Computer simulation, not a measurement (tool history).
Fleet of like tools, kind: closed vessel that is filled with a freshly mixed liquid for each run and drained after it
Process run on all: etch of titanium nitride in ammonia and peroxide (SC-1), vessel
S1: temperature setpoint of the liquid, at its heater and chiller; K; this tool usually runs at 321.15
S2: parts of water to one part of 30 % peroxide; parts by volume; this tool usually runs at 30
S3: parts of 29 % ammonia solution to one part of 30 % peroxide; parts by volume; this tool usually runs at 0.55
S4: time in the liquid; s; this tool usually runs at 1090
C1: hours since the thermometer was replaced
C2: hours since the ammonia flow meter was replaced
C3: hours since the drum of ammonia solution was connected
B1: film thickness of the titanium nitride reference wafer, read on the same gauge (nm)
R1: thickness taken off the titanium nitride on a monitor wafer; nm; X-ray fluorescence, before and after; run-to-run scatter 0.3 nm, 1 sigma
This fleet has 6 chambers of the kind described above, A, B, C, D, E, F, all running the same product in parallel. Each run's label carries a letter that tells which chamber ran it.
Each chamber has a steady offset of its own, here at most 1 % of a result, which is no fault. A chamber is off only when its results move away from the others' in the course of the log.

run	day	S1	S2	S3	S4	C1	C2	C3	B1	R1
# day 0.112: chamber B: new drum of ammonia solution connected
1D	0.442	321.15	30	0.55	1090	299.5	922.7	445.9	110	43.422
2A	0.671	321.15	30	0.55	1090	776.5	937.5	166.7	110.01	44.371
3B	0.883	321.15	30	0.55	1090	581.3	340.2	18.6	109.99	43.625
4E	1.158	321.15	30	0.55	1090	716.4	475.2	1001.2	109.99	43.978
5C	1.542	321.15	30	0.55	1090	210.3	165.8	225.5	110.02	42.817
6F	1.979	321.15	30	0.55	1090	1150.4	817.8	255.3	109.99	43.679
# day 2.229: chamber A: ammonia flow meter replaced
7C	2.308	321.15	30	0.55	1090	228.7	184.2	243.9	109.98	43.694
8A	2.767	321.15	30	0.55	1090	826.8	13	217	110	44.455
9F	3.012	321.15	30	0.55	1090	1175.2	842.6	280.1	109.99	43.367
10E	3.242	330.65	30	0.55	1090	766.4	525.2	1051.2	110.02	84.42
11D	3.45	330.65	30	0.55	1090	371.7	994.9	518.1	110	83.568
# day 3.512: chamber E: new drum of ammonia solution connected
# day 3.542: chamber E: ammonia flow meter replaced
12B	3.825	330.65	30	0.55	1090	651.9	410.8	89.2	110	82.7
# day 3.95: chamber D: ammonia flow meter replaced
13F	4.142	330.65	30	0.55	1090	1202.3	869.7	307.2	109.99	83.417
14A	4.525	330.65	30	0.55	1090	869	55.2	259.2	109.99	85.272
15E	4.983	330.65	30	0.55	1090	808.2	34.7	35.4	109.99	84.118
16B	5.35	315.65	30	0.75	1090	688.5	447.4	125.8	110	31.336
# day 5.625: chamber C: new drum of ammonia solution connected
17D	5.796	315.65	30	0.75	1090	428	44.4	574.4	109.99	31.185
18C	6.025	315.65	30	0.75	1090	317.9	273.4	9.6	109.99	30.832
19F	6.275	315.65	30	0.75	1090	1253.5	920.9	358.4	109.98	30.962
20D	6.504	315.65	30	0.75	1090	445	61.4	591.4	110.01	30.999
21B	6.804	315.65	30	0.75	1090	723.4	482.3	160.7	109.99	31.159
# day 6.904: chamber B: ammonia flow meter replaced
22C	7.208	321.15	30	0.55	1090	346.3	301.8	38	110	43.672
23E	7.408	321.15	30	0.55	1090	866.4	92.9	93.6	110	43.626
24A	7.842	321.15	43.5	0.55	1090	948.6	134.8	338.8	109.99	35.321
25D	8.088	321.15	43.5	0.55	1090	483	99.4	629.4	109.99	35.199
# day 8.2: chamber B: new drum of ammonia solution connected
26A	8.312	321.15	43.5	0.55	1090	959.9	146.1	350.1	110	35.539
27B	8.512	321.15	43.5	0.55	1090	764.4	38.6	7.5	110	36.018
28F	8.808	321.15	43.5	0.55	1090	1314.3	981.7	419.2	110	35.428
29E	9.188	321.15	43.5	0.55	1090	909.1	135.6	136.3	110.02	35.358
# day 9.358: chamber D: thermometer replaced
30C	9.617	327.65	21	0.55	1090	404.1	359.6	95.8	110	83.267
31E	10.017	327.65	21	0.55	1090	929	155.5	156.2	110.01	84.865
32F	10.379	327.65	21	0.55	1090	1352	1019.4	456.9	110	84.454
33C	10.688	327.65	21	0.55	1090	429.8	385.3	121.5	110	82.829
# day 10.983: chamber E: thermometer replaced
34D	11.108	327.65	21	0.55	1090	42.1	171.9	701.9	109.99	83.485
35B	11.329	327.65	21	0.55	1090	832	106.2	75.1	110	87.165
36A	11.692	321.15	30	0.55	1090	1041	227.2	431.2	110	44.057
37E	12	321.15	30	0.55	1090	24.5	203.1	203.8	109.99	43.804
38A	12.421	321.15	30	0.55	1090	1058.5	244.7	448.7	109.99	44.57
39C	12.821	321.15	30	0.55	1090	481	436.5	172.7	109.99	43.281
40B	13.246	321.15	30	0.55	1090	878	152.2	121.1	109.99	47.869
# day 13.612: chamber D: new drum of ammonia solution connected
41D	13.617	321.15	30	0.55	1090	102.3	232.1	0.1	110.01	43.593
42F	14.042	321.15	30	0.55	1090	1439.9	1107.3	544.8	110.01	44.129
43B	14.296	321.15	17.5	0.55	1090	903.2	177.4	146.3	110	64.303

The same settings go to every chamber for the next run, one line per chamber below. Forecast the results for each:
44A	14.633	321.15	30	0.75	1090					?
44B	14.633	321.15	30	0.75	1090					?
44C	14.633	321.15	30	0.75	1090					?
44D	14.633	321.15	30	0.75	1090					?
44E	14.633	321.15	30	0.75	1090					?
44F	14.633	321.15	30	0.75	1090					?

run	R1
44A	46.865
44B	51.007
44C	45.807
44D	46.512
44E	46.114
44F	46.02
